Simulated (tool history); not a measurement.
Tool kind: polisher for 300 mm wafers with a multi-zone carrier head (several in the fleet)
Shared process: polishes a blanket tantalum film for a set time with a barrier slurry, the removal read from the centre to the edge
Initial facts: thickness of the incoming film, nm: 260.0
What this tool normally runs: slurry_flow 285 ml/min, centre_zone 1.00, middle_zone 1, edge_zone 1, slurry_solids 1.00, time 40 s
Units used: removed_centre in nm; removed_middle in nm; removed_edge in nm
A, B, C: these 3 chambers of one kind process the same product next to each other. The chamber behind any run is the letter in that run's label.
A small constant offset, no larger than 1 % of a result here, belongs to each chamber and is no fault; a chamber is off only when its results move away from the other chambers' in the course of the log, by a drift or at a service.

At day 0.133: chamber A: worn pad replaced by a new one.
Run 1C, day 0.342: usual settings. Result: removed_centre 39.423 nm, removed_middle 38.898 nm, removed_edge 39.585 nm.
Run 2A, day 0.888: usual settings. Result: removed_centre 38.464 nm, removed_middle 38.952 nm, removed_edge 38.411 nm.
At day 1.029: chamber C: worn pad replaced by a new one.
At day 1.221: chamber B: worn pad replaced by a new one.
Run 3B, day 1.500: usual settings. Result: removed_centre 38.890 nm, removed_middle 38.926 nm, removed_edge 39.566 nm.
Run 4A, day 1.896: usual settings. Result: removed_centre 39.965 nm, removed_middle 40.014 nm, removed_edge 39.142 nm.
Run 5C, day 2.458: usual settings but slurry_solids 0.75. Result: removed_centre 35.944 nm, removed_middle 35.073 nm, removed_edge 34.425 nm.
Run 6B, day 2.883: usual settings but slurry_solids 0.75. Result: removed_centre 35.465 nm, removed_middle 35.180 nm, removed_edge 35.634 nm.
At day 3.250: chamber A: worn pad replaced by a new one.
Run 7A, day 3.446: usual settings but slurry_solids 0.75. Result: removed_centre 35.636 nm, removed_middle 36.559 nm, removed_edge 35.136 nm.
Run 8C, day 3.842: usual settings. Result: removed_centre 37.844 nm, removed_middle 39.267 nm, removed_edge 38.795 nm.
At day 4.117: chamber C: worn pad replaced by a new one.
Run 9B, day 4.146: usual settings. Result: removed_centre 39.010 nm, removed_middle 38.537 nm, removed_edge 39.159 nm.
Run 10B, day 4.654: usual settings. Result: removed_centre 38.212 nm, removed_middle 37.614 nm, removed_edge 38.251 nm.
At day 4.712: chamber B: worn pad replaced by a new one.
Run 11A, day 5.183: usual settings. Result: removed_centre 38.446 nm, removed_middle 39.457 nm, removed_edge 39.050 nm.
At day 5.383: chamber A: slurry nozzle cleaned.
Run 12C, day 5.525: usual settings. Result: removed_centre 39.263 nm, removed_middle 39.994 nm, removed_edge 39.051 nm.
Run 13A, day 5.804: usual settings. Result: removed_centre 38.302 nm, removed_middle 39.271 nm, removed_edge 38.585 nm.
At day 6.025: chamber A: worn pad replaced by a new one.
At day 6.112: chamber B: centre zone pressure recalibrated.
Run 14C, day 6.404: usual settings. Result: removed_centre 39.586 nm, removed_middle 37.619 nm, removed_edge 39.175 nm.
At day 6.538: chamber B: edge zone pressure recalibrated.
Run 15B, day 6.700: usual settings. Result: removed_centre 39.645 nm, removed_middle 38.657 nm, removed_edge 39.685 nm.
At day 7.092: chamber C: slurry nozzle cleaned.
Run 16A, day 7.292: usual settings. Result: removed_centre 38.877 nm, removed_middle 38.936 nm, removed_edge 38.780 nm.
At day 7.446: chamber C: worn pad replaced by a new one.
At day 7.571: chamber B: slurry nozzle cleaned.
Run 17C, day 7.667: usual settings. Result: removed_centre 38.287 nm, removed_middle 39.682 nm, removed_edge 39.177 nm.
At day 7.888: chamber B: worn pad replaced by a new one.
Run 18B, day 8.171: usual settings. Result: removed_centre 39.852 nm, removed_middle 39.004 nm, removed_edge 39.227 nm.
Run 19A, day 8.738: usual settings. Result: removed_centre 37.847 nm, removed_middle 39.937 nm, removed_edge 39.330 nm.
At day 9.000: chamber A: worn pad replaced by a new one.
Run 20C, day 9.196: usual settings. Result: removed_centre 38.766 nm, removed_middle 38.694 nm, removed_edge 38.152 nm.
Run 21B, day 9.712: usual settings. Result: removed_centre 38.610 nm, removed_middle 37.876 nm, removed_edge 39.019 nm.
At day 10.162: chamber C: worn pad replaced by a new one.
Run 22B, day 10.238: usual settings. Result: removed_centre 38.597 nm, removed_middle 38.572 nm, removed_edge 38.806 nm.
Run 23C, day 10.758: usual settings. Result: removed_centre 40.292 nm, removed_middle 38.225 nm, removed_edge 38.452 nm.
At day 10.808: chamber C: centre zone pressure recalibrated.
Run 24A, day 11.154: usual settings. Result: removed_centre 35.939 nm, removed_middle 39.664 nm, removed_edge 38.738 nm.
At day 11.196: chamber B: worn pad replaced by a new one.
Run 25A, day 11.475: usual settings but centre_zone 1.07, slurry_solids 1.25. Result: removed_centre 42.220 nm, removed_middle 41.688 nm, removed_edge 41.157 nm.
At day 11.783: chamber A: worn pad replaced by a new one.
Run 26C, day 12.100: usual settings but centre_zone 1.07, slurry_solids 1.25. Result: removed_centre 45.090 nm, removed_middle 40.717 nm, removed_edge 41.135 nm.
Run 27B, day 12.471: usual settings but centre_zone 1.07, slurry_solids 1.25. Result: removed_centre 44.855 nm, removed_middle 39.621 nm, removed_edge 42.615 nm.
Run 28C, day 13.117: usual settings. Result: removed_centre 39.156 nm, removed_middle 39.422 nm, removed_edge 38.360 nm.
At day 13.392: chamber C: worn pad replaced by a new one.
Run 29B, day 13.588: usual settings. Result: removed_centre 38.960 nm, removed_middle 38.507 nm, removed_edge 39.402 nm.
Run 30A, day 14.112: usual settings. Result: removed_centre 37.063 nm, removed_middle 39.238 nm, removed_edge 38.793 nm.
Run 31B, day 14.446: usual settings. Result: removed_centre 38.131 nm, removed_middle 38.286 nm, removed_edge 38.969 nm.
Run 32A, day 14.879: usual settings. Result: removed_centre 35.791 nm, removed_middle 39.191 nm, removed_edge 38.432 nm.
Run 33C, day 15.421: usual settings. Result: removed_centre 39.411 nm, removed_middle 38.637 nm, removed_edge 38.342 nm.
At day 15.638: chamber C: slurry nozzle cleaned.
Run 34C, day 15.875: usual settings. Result: removed_centre 38.263 nm, removed_middle 39.279 nm, removed_edge 37.793 nm.

Next, every chamber runs the same settings. What will each give?
Run 35A, day 16.338: usual settings. Result: removed_centre ?, removed_middle ?, removed_edge ?.
Run 35B, day 16.338: usual settings. Result: removed_centre ?, removed_middle ?, removed_edge ?.
Run 35C, day 16.338: usual settings. Result: removed_centre ?, removed_middle ?, removed_edge ?.

run  removed_centre  removed_middle  removed_edge
35A          35.617          39.942        38.683
35B          37.986          36.778        38.759
35C          38.818          38.060        38.873
